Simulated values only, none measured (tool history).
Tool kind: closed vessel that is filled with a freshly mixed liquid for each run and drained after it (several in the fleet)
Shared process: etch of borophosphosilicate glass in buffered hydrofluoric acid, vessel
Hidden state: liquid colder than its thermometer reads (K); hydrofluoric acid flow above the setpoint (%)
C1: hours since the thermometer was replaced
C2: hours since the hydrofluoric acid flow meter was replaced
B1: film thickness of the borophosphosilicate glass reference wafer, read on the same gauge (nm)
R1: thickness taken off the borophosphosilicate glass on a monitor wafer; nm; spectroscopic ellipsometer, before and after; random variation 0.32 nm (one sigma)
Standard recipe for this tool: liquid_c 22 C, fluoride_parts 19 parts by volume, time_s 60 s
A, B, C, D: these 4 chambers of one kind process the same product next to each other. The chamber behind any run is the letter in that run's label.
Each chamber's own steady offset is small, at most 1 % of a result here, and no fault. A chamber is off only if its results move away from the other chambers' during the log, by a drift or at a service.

Run 1C, hour 11.4: usual settings; C1 624; C2 319.7; B1 110. Result: R1 40.446 nm.
Run 2D, hour 22.1: usual settings; C1 589.6; C2 241.2; B1 110. Result: R1 40.234 nm.
Run 3A, hour 33.8: usual settings; C1 37.5; C2 2239.4; B1 110.02. Result: R1 40.191 nm.
Run 4B, hour 46.5: usual settings; C1 1248; C2 171.2; B1 110. Result: R1 40.303 nm.
Run 5D, hour 52.1: usual settings but liquid_c 23.5 C, fluoride_parts 13.5 parts by volume; C1 619.6; C2 271.2; B1 109.99. Result: R1 62.043 nm.
Run 6B, hour 63.2: usual settings but liquid_c 23.5 C, fluoride_parts 13.5 parts by volume; C1 1264.7; C2 187.9; B1 109.99. Result: R1 61.43 nm.
Run 7A, hour 70.7: usual settings but liquid_c 23.5 C, fluoride_parts 13.5 parts by volume; C1 74.4; C2 2276.3; B1 110. Result: R1 61.644 nm.
Run 8C, hour 76.4: usual settings but liquid_c 23.5 C, fluoride_parts 13.5 parts by volume; C1 689; C2 384.7; B1 109.99. Result: R1 61.443 nm.
Run 9A, hour 84.6: usual settings; C1 88.3; C2 2290.2; B1 110.03. Result: R1 40.898 nm.
Run 10B, hour 96.9: usual settings; C1 1298.4; C2 221.6; B1 109.99. Result: R1 40.53 nm.
Run 11D, hour 104.2: usual settings; C1 671.7; C2 323.3; B1 109.99. Result: R1 40.969 nm.
Run 12C, hour 112.9: usual settings; C1 725.5; C2 421.2; B1 109.97. Result: R1 40.779 nm.
Run 13C, hour 124.2: usual settings; C1 736.8; C2 432.5; B1 110.01. Result: R1 41.055 nm.
Run 14D, hour 130.1: usual settings; C1 697.6; C2 349.2; B1 110. Result: R1 40.847 nm.
Run 15B, hour 136.5: usual settings; C1 1338; C2 261.2; B1 109.99. Result: R1 40.542 nm.
Run 16A, hour 148.3: usual settings but liquid_c 26 C, time_s 50 s; C1 152; C2 2353.9; B1 110.01. Result: R1 41.904 nm.
Run 17D, hour 155.7: usual settings but liquid_c 26 C, time_s 50 s; C1 723.2; C2 374.8; B1 110. Result: R1 41.551 nm.
Run 18A, hour 161.9: usual settings but liquid_c 26 C, time_s 50 s; C1 165.6; C2 2367.5; B1 110.01. Result: R1 41.553 nm.
Run 19C, hour 167.9: usual settings but liquid_c 26 C, time_s 50 s; C1 780.5; C2 476.2; B1 109.98. Result: R1 41.973 nm.
Run 20B, hour 178.6: usual settings; C1 1380.1; C2 303.3; B1 110.01. Result: R1 40.659 nm.
Run 21B, hour 187.7: usual settings; C1 1389.2; C2 312.4; B1 110.01. Result: R1 40.399 nm.
Run 22C, hour 196.2: usual settings; C1 808.8; C2 504.5; B1 110. Result: R1 40.305 nm.
Run 23A, hour 208.2: usual settings; C1 211.9; C2 2413.8; B1 109.99. Result: R1 40.505 nm.
Run 24D, hour 217: usual settings; C1 784.5; C2 436.1; B1 110. Result: R1 40.61 nm.
Run 25A, hour 224.4: usual settings; C1 228.1; C2 2430; B1 109.99. Result: R1 40.564 nm.
Run 26B, hour 232.4: usual settings; C1 1433.9; C2 357.1; B1 109.99. Result: R1 40.876 nm.
Run 27C, hour 244.3: usual settings but liquid_c 26 C, fluoride_parts 16.5 parts by volume; C1 856.9; C2 552.6; B1 109.97. Result: R1 57.528 nm.
Run 28D, hour 254.3: usual settings but liquid_c 26 C, fluoride_parts 16.5 parts by volume; C1 821.8; C2 473.4; B1 110. Result: R1 58.363 nm.

All chambers now run identical settings, listed one chamber a line with results as question marks. What results will each chamber show?
Run 29A, hour 263.5: usual settings. Result: R1 ?.
Run 29B, hour 263.5: usual settings. Result: R1 ?.
Run 29C, hour 263.5: usual settings. Result: R1 ?.
Run 29D, hour 263.5: usual settings. Result: R1 ?.

run      R1
29A  40.978
29B  40.116
29C  40.537
29D  41.049
